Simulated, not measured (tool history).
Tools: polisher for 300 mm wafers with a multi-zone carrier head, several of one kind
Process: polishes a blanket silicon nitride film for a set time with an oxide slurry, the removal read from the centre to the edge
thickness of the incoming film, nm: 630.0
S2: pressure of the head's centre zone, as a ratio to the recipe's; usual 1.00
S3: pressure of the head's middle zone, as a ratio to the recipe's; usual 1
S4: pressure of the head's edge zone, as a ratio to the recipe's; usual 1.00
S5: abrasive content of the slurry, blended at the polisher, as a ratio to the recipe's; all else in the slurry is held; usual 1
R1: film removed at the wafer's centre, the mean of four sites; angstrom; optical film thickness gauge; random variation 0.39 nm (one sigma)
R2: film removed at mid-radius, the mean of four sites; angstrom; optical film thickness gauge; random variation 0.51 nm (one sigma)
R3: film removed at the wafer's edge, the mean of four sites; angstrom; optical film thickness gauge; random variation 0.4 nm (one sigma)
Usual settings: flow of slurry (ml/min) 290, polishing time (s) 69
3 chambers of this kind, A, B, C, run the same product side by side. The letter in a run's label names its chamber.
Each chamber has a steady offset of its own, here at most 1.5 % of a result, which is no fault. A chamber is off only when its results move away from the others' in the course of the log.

{"run": "1A", "hour": 7.0, "flow of slurry (ml/min)": 290, "S2": 1.0, "S3": 1, "S4": 1.0, "S5": 1, "polishing time (s)": 69, "R1": 359.26, "R2": 356.29, "R3": 353.07}
{"run": "2C", "hour": 13.0, "flow of slurry (ml/min)": 290, "S2": 1.0, "S3": 1, "S4": 1.0, "S5": 1, "polishing time (s)": 69, "R1": 352.73, "R2": 362.57, "R3": 356.28}
{"run": "3B", "hour": 17.1, "flow of slurry (ml/min)": 290, "S2": 1.0, "S3": 1, "S4": 1.0, "S5": 1, "polishing time (s)": 69, "R1": 347.29, "R2": 366.18, "R3": 358.92}
{"run": "4C", "hour": 20.6, "flow of slurry (ml/min)": 290, "S2": 1.0, "S3": 1, "S4": 1.0, "S5": 1, "polishing time (s)": 69, "R1": 354.22, "R2": 352.78, "R3": 359.17}
{"hour": 24.2, "done": "chamber A: worn pad replaced by a new one"}
{"run": "5A", "hour": 25.9, "flow of slurry (ml/min)": 290, "S2": 1.0, "S3": 1, "S4": 1.0, "S5": 1, "polishing time (s)": 69, "R1": 357.56, "R2": 366.46, "R3": 352.11}
{"run": "6B", "hour": 31.0, "flow of slurry (ml/min)": 290, "S2": 1.0, "S3": 1, "S4": 1.0, "S5": 1, "polishing time (s)": 69, "R1": 355.85, "R2": 348.26, "R3": 355.14}
{"hour": 31.4, "done": "chamber B: worn pad replaced by a new one"}
{"hour": 33.8, "done": "chamber A: edge zone pressure recalibrated"}
{"run": "7A", "hour": 35.6, "flow of slurry (ml/min)": 290, "S2": 1.0, "S3": 1, "S4": 1.0, "S5": 1, "polishing time (s)": 69, "R1": 356.55, "R2": 358.72, "R3": 354.43}
{"run": "8B", "hour": 38.8, "flow of slurry (ml/min)": 290, "S2": 1.0, "S3": 1, "S4": 0.92, "S5": 1, "polishing time (s)": 85, "R1": 432.45, "R2": 429.17, "R3": 422.41}
{"run": "9C", "hour": 42.2, "flow of slurry (ml/min)": 290, "S2": 1.0, "S3": 1, "S4": 0.92, "S5": 1, "polishing time (s)": 85, "R1": 432.79, "R2": 435.95, "R3": 419.02}
{"run": "10A", "hour": 46.7, "flow of slurry (ml/min)": 290, "S2": 1.0, "S3": 1, "S4": 0.92, "S5": 1, "polishing time (s)": 85, "R1": 433.64, "R2": 438.6, "R3": 421.4}
{"run": "11B", "hour": 50.7, "flow of slurry (ml/min)": 290, "S2": 1.0, "S3": 1, "S4": 1.0, "S5": 1, "polishing time (s)": 69, "R1": 355.05, "R2": 352.61, "R3": 355.28}
{"run": "12C", "hour": 56.6, "flow of slurry (ml/min)": 290, "S2": 1.0, "S3": 1, "S4": 1.0, "S5": 1, "polishing time (s)": 69, "R1": 352.38, "R2": 352.35, "R3": 355.83}
{"run": "13B", "hour": 61.2, "flow of slurry (ml/min)": 290, "S2": 1.0, "S3": 1, "S4": 1.0, "S5": 1, "polishing time (s)": 69, "R1": 358.83, "R2": 359.09, "R3": 354.47}
{"run": "14C", "hour": 68.3, "flow of slurry (ml/min)": 290, "S2": 1.0, "S3": 1, "S4": 1.0, "S5": 1, "polishing time (s)": 69, "R1": 354.11, "R2": 349.97, "R3": 350.17}
{"run": "15A", "hour": 71.8, "flow of slurry (ml/min)": 290, "S2": 1.0, "S3": 1, "S4": 1.0, "S5": 1, "polishing time (s)": 69, "R1": 349.41, "R2": 359.6, "R3": 358.2}
{"run": "16C", "hour": 77.4, "flow of slurry (ml/min)": 290, "S2": 1.0, "S3": 1, "S4": 1.0, "S5": 1, "polishing time (s)": 69, "R1": 350.09, "R2": 348.2, "R3": 349.84}
{"run": "17B", "hour": 84.4, "flow of slurry (ml/min)": 290, "S2": 0.95, "S3": 1, "S4": 1.0, "S5": 1, "polishing time (s)": 69, "R1": 338.66, "R2": 350.71, "R3": 349.16}
{"run": "18A", "hour": 91.6, "flow of slurry (ml/min)": 290, "S2": 0.95, "S3": 1, "S4": 1.0, "S5": 1, "polishing time (s)": 69, "R1": 335.94, "R2": 351.34, "R3": 352.12}
{"hour": 93.6, "done": "chamber B: worn pad replaced by a new one"}
{"run": "19B", "hour": 97.9, "flow of slurry (ml/min)": 290, "S2": 0.95, "S3": 1, "S4": 1.0, "S5": 1, "polishing time (s)": 69, "R1": 341.61, "R2": 360.56, "R3": 357.44}
{"run": "20A", "hour": 104.9, "flow of slurry (ml/min)": 290, "S2": 1.0, "S3": 1, "S4": 1.0, "S5": 1, "polishing time (s)": 69, "R1": 352.55, "R2": 358.89, "R3": 359.32}
{"run": "21C", "hour": 109.6, "flow of slurry (ml/min)": 290, "S2": 1.0, "S3": 1, "S4": 1.0, "S5": 1, "polishing time (s)": 69, "R1": 333.15, "R2": 327.67, "R3": 330.29}
{"run": "22C", "hour": 115.0, "flow of slurry (ml/min)": 290, "S2": 1.0, "S3": 1, "S4": 1.0, "S5": 1, "polishing time (s)": 69, "R1": 332.65, "R2": 330.26, "R3": 331.28}
{"run": "23A", "hour": 120.1, "flow of slurry (ml/min)": 290, "S2": 1.0, "S3": 1, "S4": 1.0, "S5": 1, "polishing time (s)": 69, "R1": 353.79, "R2": 349.56, "R3": 349.66}
{"run": "24B", "hour": 126.7, "flow of slurry (ml/min)": 290, "S2": 1.0, "S3": 1, "S4": 1.0, "S5": 1, "polishing time (s)": 69, "R1": 349.27, "R2": 363.72, "R3": 358.59}
{"run": "25A", "hour": 133.6, "flow of slurry (ml/min)": 290, "S2": 1.0, "S3": 1, "S4": 1.0, "S5": 1, "polishing time (s)": 69, "R1": 356.26, "R2": 350.91, "R3": 350.98}
{"run": "26C", "hour": 138.7, "flow of slurry (ml/min)": 290, "S2": 1.0, "S3": 1, "S4": 1.0, "S5": 1, "polishing time (s)": 69, "R1": 316.09, "R2": 322.06, "R3": 313.58}
{"run": "27B", "hour": 143.6, "flow of slurry (ml/min)": 290, "S2": 1.0, "S3": 1, "S4": 1.0, "S5": 1, "polishing time (s)": 69, "R1": 350.37, "R2": 357.85, "R3": 350.8}
{"run": "28B", "hour": 149.2, "flow of slurry (ml/min)": 290, "S2": 1.0, "S3": 1, "S4": 1.0, "S5": 1, "polishing time (s)": 69, "R1": 359.59, "R2": 357.28, "R3": 356.07}

Is one chamber off against the others, does the gauge drift, or is nothing wrong? If a chamber is off, say which, and what the likeliest cause is.

Chamber C drifts away from the others.
Cause: removal rate lost through wear of the pad, % = 11.3.

Here are 4 candidates for chamber C's next run, each the usual settings with a change, their results left as question marks. Which one brings its results back in line with what the others give on the usual settings?
In line means no further than this from the other chambers' mean on the usual settings: R1 14.00 angstrom; R2 18.00 angstrom; R3 14.00 angstrom
{"run": "29C-1", "hour": 154.4, "flow of slurry (ml/min)": 290, "S2": 1.0, "S3": 1.0, "S4": 1.0, "S5": 1.0, "polishing time (s)": 71, "R1": "?", "R2": "?", "R3": "?"}
{"run": "29C-2", "hour": 154.4, "flow of slurry (ml/min)": 285, "S2": 0.99, "S3": 0.99, "S4": 1.0, "S5": 0.95, "polishing time (s)": 62, "R1": "?", "R2": "?", "R3": "?"}
{"run": "29C-3", "hour": 154.4, "flow of slurry (ml/min)": 295, "S2": 1.01, "S3": 1.01, "S4": 1.0, "S5": 1.05, "polishing time (s)": 76, "R1": "?", "R2": "?", "R3": "?"}
{"run": "29C-4", "hour": 154.4, "flow of slurry (ml/min)": 290, "S2": 1.0, "S3": 1.0, "S4": 1.0, "S5": 1.0, "polishing time (s)": 67, "R1": "?", "R2": "?", "R3": "?"}

The other chambers' mean on the usual settings: R1 355.55 angstrom; R2 355.92 angstrom; R3 353.78 angstrom
run=29C-1 R1=321.62 R2=317.47 R3=323.95
run=29C-2 R1=270.95 R2=267.98 R3=276.12
run=29C-3 R1=356.19 R2=350.91 R3=354.65
run=29C-4 R1=303.50 R2=299.58 R3=305.70
29C-3 brings the chamber back in line.
